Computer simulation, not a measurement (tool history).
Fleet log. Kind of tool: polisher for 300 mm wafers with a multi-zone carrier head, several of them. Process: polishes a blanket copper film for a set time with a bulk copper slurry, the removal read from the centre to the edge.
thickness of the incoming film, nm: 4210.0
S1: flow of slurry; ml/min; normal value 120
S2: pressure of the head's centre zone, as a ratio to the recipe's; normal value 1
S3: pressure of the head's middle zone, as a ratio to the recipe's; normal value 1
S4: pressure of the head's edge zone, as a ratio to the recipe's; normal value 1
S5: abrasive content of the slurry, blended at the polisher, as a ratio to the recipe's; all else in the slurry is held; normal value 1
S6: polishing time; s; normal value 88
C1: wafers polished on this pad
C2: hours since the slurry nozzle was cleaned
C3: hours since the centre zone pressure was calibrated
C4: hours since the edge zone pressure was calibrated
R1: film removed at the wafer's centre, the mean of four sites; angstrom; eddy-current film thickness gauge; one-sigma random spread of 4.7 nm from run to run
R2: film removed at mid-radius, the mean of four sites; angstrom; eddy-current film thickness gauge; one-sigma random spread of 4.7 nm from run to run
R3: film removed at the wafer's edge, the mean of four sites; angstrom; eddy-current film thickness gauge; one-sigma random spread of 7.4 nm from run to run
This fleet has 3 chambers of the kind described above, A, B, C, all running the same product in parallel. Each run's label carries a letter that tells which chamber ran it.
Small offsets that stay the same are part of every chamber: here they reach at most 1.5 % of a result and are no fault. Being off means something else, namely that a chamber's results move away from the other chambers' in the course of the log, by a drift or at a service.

At hour 4.7: chamber B: slurry nozzle cleaned.
Run 1B, hour 8.8: usual settings; C1 362; C2 4.2; C3 421.7; C4 142.6. Result: R1 4826.4 angstrom, R2 4939.3 angstrom, R3 4888.9 angstrom.
At hour 11.8: chamber C: worn pad replaced by a new one.
Run 2C, hour 16.8: usual settings; C1 54; C2 404.3; C3 997.9; C4 375.3. Result: R1 4909.5 angstrom, R2 4859.1 angstrom, R3 4769.7 angstrom.
Run 3A, hour 25.1: usual settings; C1 567; C2 283.6; C3 886.1; C4 384. Result: R1 4892 angstrom, R2 4965.6 angstrom, R3 4995.2 angstrom.
Run 4A, hour 32.9: usual settings; C1 651; C2 291.4; C3 893.9; C4 391.8. Result: R1 4997.2 angstrom, R2 4990.6 angstrom, R3 4990.4 angstrom.
Run 5C, hour 40.9: usual settings; C1 313; C2 428.4; C3 1022; C4 399.4. Result: R1 4956 angstrom, R2 4950.1 angstrom, R3 4881.8 angstrom.
At hour 50.3: chamber B: worn pad replaced by a new one.
Run 6B, hour 50.5: usual settings; C1 2; C2 45.9; C3 463.4; C4 184.3. Result: R1 4864 angstrom, R2 4929.9 angstrom, R3 4985.8 angstrom.
Run 7B, hour 56.8: usual settings; C1 70; C2 52.2; C3 469.7; C4 190.6. Result: R1 4909.3 angstrom, R2 4924.6 angstrom, R3 5073.6 angstrom.
Run 8A, hour 64.8: usual settings; C1 994; C2 323.3; C3 925.8; C4 423.7. Result: R1 4945.2 angstrom, R2 4980.1 angstrom, R3 4925.5 angstrom.
At hour 68: chamber A: slurry nozzle cleaned.
Run 9C, hour 73.8: usual settings; C1 667; C2 461.3; C3 1054.9; C4 432.3. Result: R1 4969.5 angstrom, R2 4964.2 angstrom, R3 4947.6 angstrom.
At hour 74.1: chamber C: worn pad replaced by a new one.
Run 10B, hour 80.4: usual settings; C1 324; C2 75.8; C3 493.3; C4 214.2. Result: R1 4956 angstrom, R2 4928.9 angstrom, R3 5022.4 angstrom.
Run 11C, hour 88.9: usual settings; C1 159; C2 476.4; C3 1070; C4 447.4. Result: R1 4984.3 angstrom, R2 4885.6 angstrom, R3 4784.7 angstrom.
Run 12A, hour 95.9: usual settings but S2 1.06; C1 1328; C2 28; C3 956.9; C4 454.8. Result: R1 5414.4 angstrom, R2 5015.8 angstrom, R3 5116.5 angstrom.
Run 13C, hour 106.3: usual settings but S2 1.06; C1 346; C2 493.8; C3 1087.4; C4 464.8. Result: R1 5307.5 angstrom, R2 4934.4 angstrom, R3 4888.5 angstrom.
At hour 107.1: chamber A: edge zone pressure recalibrated.
At hour 107.8: chamber A: worn pad replaced by a new one.
Run 14A, hour 117.7: usual settings but S2 1.06; C1 107; C2 49.8; C3 978.7; C4 10.6. Result: R1 5398 angstrom, R2 5009 angstrom, R3 5024.1 angstrom.
Run 15B, hour 124.5: usual settings but S2 0.89, S6 69 s; C1 798; C2 119.9; C3 537.4; C4 258.3. Result: R1 3415.4 angstrom, R2 3855.4 angstrom, R3 3895.8 angstrom.
At hour 125.2: chamber B: worn pad replaced by a new one.
At hour 130.8: chamber C: worn pad replaced by a new one.
Run 16B, hour 135.6: usual settings but S2 0.89, S6 69 s; C1 112; C2 131; C3 548.5; C4 269.4. Result: R1 3412.9 angstrom, R2 3932.6 angstrom, R3 3778.3 angstrom.
Run 17A, hour 144.9: usual settings but S2 0.89, S6 69 s; C1 399; C2 77; C3 1005.9; C4 37.8. Result: R1 3462.5 angstrom, R2 3891.1 angstrom, R3 3887.3 angstrom.
Run 18C, hour 157.1: usual settings; C1 282; C2 544.6; C3 1138.2; C4 515.6. Result: R1 4962.5 angstrom, R2 4925.8 angstrom, R3 5026.6 angstrom.
Run 19A, hour 164.1: usual settings; C1 606; C2 96.2; C3 1025.1; C4 57. Result: R1 5119.6 angstrom, R2 4978.2 angstrom, R3 5052.1 angstrom.
Run 20B, hour 169.8: usual settings; C1 479; C2 165.2; C3 582.7; C4 303.6. Result: R1 4866.6 angstrom, R2 4892.9 angstrom, R3 4789.8 angstrom.
Run 21C, hour 180.6: usual settings; C1 535; C2 568.1; C3 1161.7; C4 539.1. Result: R1 4989.1 angstrom, R2 4876.7 angstrom, R3 4924.1 angstrom.
Run 22C, hour 188.6: usual settings; C1 621; C2 576.1; C3 1169.7; C4 547.1. Result: R1 4910 angstrom, R2 4927.6 angstrom, R3 4921.1 angstrom.
At hour 194: chamber B: worn pad replaced by a new one.
Run 23A, hour 199.5: usual settings but S2 0.96, S4 0.92; C1 986; C2 131.6; C3 1060.5; C4 92.4. Result: R1 4905.5 angstrom, R2 4904.1 angstrom, R3 4731.9 angstrom.
At hour 203.1: chamber C: worn pad replaced by a new one.
At hour 204: chamber C: centre zone pressure recalibrated.
Run 24B, hour 209.2: usual settings but S2 0.96, S4 0.92; C1 164; C2 204.6; C3 622.1; C4 343. Result: R1 4664.9 angstrom, R2 4973.4 angstrom, R3 4767.1 angstrom.
Run 25B, hour 221.3: usual settings but S2 0.96, S4 0.92; C1 294; C2 216.7; C3 634.2; C4 355.1. Result: R1 4638.5 angstrom, R2 4998.1 angstrom, R3 4704.2 angstrom.
Run 26A, hour 232.4: usual settings but S2 1.06, S3 0.92; C1 1340; C2 164.5; C3 1093.4; C4 125.3. Result: R1 5548.8 angstrom, R2 4711.4 angstrom, R3 4937.6 angstrom.
At hour 235.2: chamber A: worn pad replaced by a new one.
Run 27C, hour 237.8: usual settings but S2 1.06, S3 0.92; C1 373; C2 625.3; C3 33.8; C4 596.3. Result: R1 5216.3 angstrom, R2 4575.5 angstrom, R3 4943.1 angstrom.
Run 28B, hour 245.7: usual settings but S2 1.06, S3 0.92; C1 556; C2 241.1; C3 658.6; C4 379.5. Result: R1 5171.7 angstrom, R2 4609.6 angstrom, R3 4905.8 angstrom.
Run 29C, hour 251.9: usual settings; C1 525; C2 639.4; C3 47.9; C4 610.4. Result: R1 4977.5 angstrom, R2 4957.8 angstrom, R3 4947.7 angstrom.
Run 30A, hour 260.8: usual settings but S1 135 ml/min, S5 1.2; C1 275; C2 192.9; C3 1121.8; C4 153.7. Result: R1 5661.3 angstrom, R2 5374.2 angstrom, R3 5242.9 angstrom.
At hour 261: chamber B: worn pad replaced by a new one.
At hour 262: chamber C: edge zone pressure recalibrated.
At hour 268.3: chamber C: worn pad replaced by a new one.
Run 31B, hour 271.7: usual settings but S1 135 ml/min, S5 1.2; C1 115; C2 267.1; C3 684.6; C4 405.5. Result: R1 5222.9 angstrom, R2 5386.1 angstrom, R3 5326.5 angstrom.
Run 32A, hour 281.8: usual settings but S1 135 ml/min, S5 1.2; C1 501; C2 213.9; C3 1142.8; C4 174.7. Result: R1 5602.5 angstrom, R2 5284.7 angstrom, R3 5178.6 angstrom.
Run 33C, hour 289.2: usual settings but S2 1.1, S5 1.25; C1 225; C2 676.7; C3 85.2; C4 27.3. Result: R1 5781.3 angstrom, R2 5200.3 angstrom, R3 5173.6 angstrom.
Run 34A, hour 301: usual settings but S2 1.1, S5 1.25; C1 707; C2 233.1; C3 1162; C4 193.9. Result: R1 6187.1 angstrom, R2 5253.7 angstrom, R3 5165.5 angstrom.

Next, every chamber runs the same settings. What will each give?
Run 35A, hour 310.1: usual settings. Result: R1 ?, R2 ?, R3 ?.
Run 35B, hour 310.1: usual settings. Result: R1 ?, R2 ?, R3 ?.
Run 35C, hour 310.1: usual settings. Result: R1 ?, R2 ?, R3 ?.

run      R1      R2      R3
35A  5298.7  5052.5  4970.9
35B  4878.2  4902.1  5005.1
35C  5001.4  4917.6  5039.9
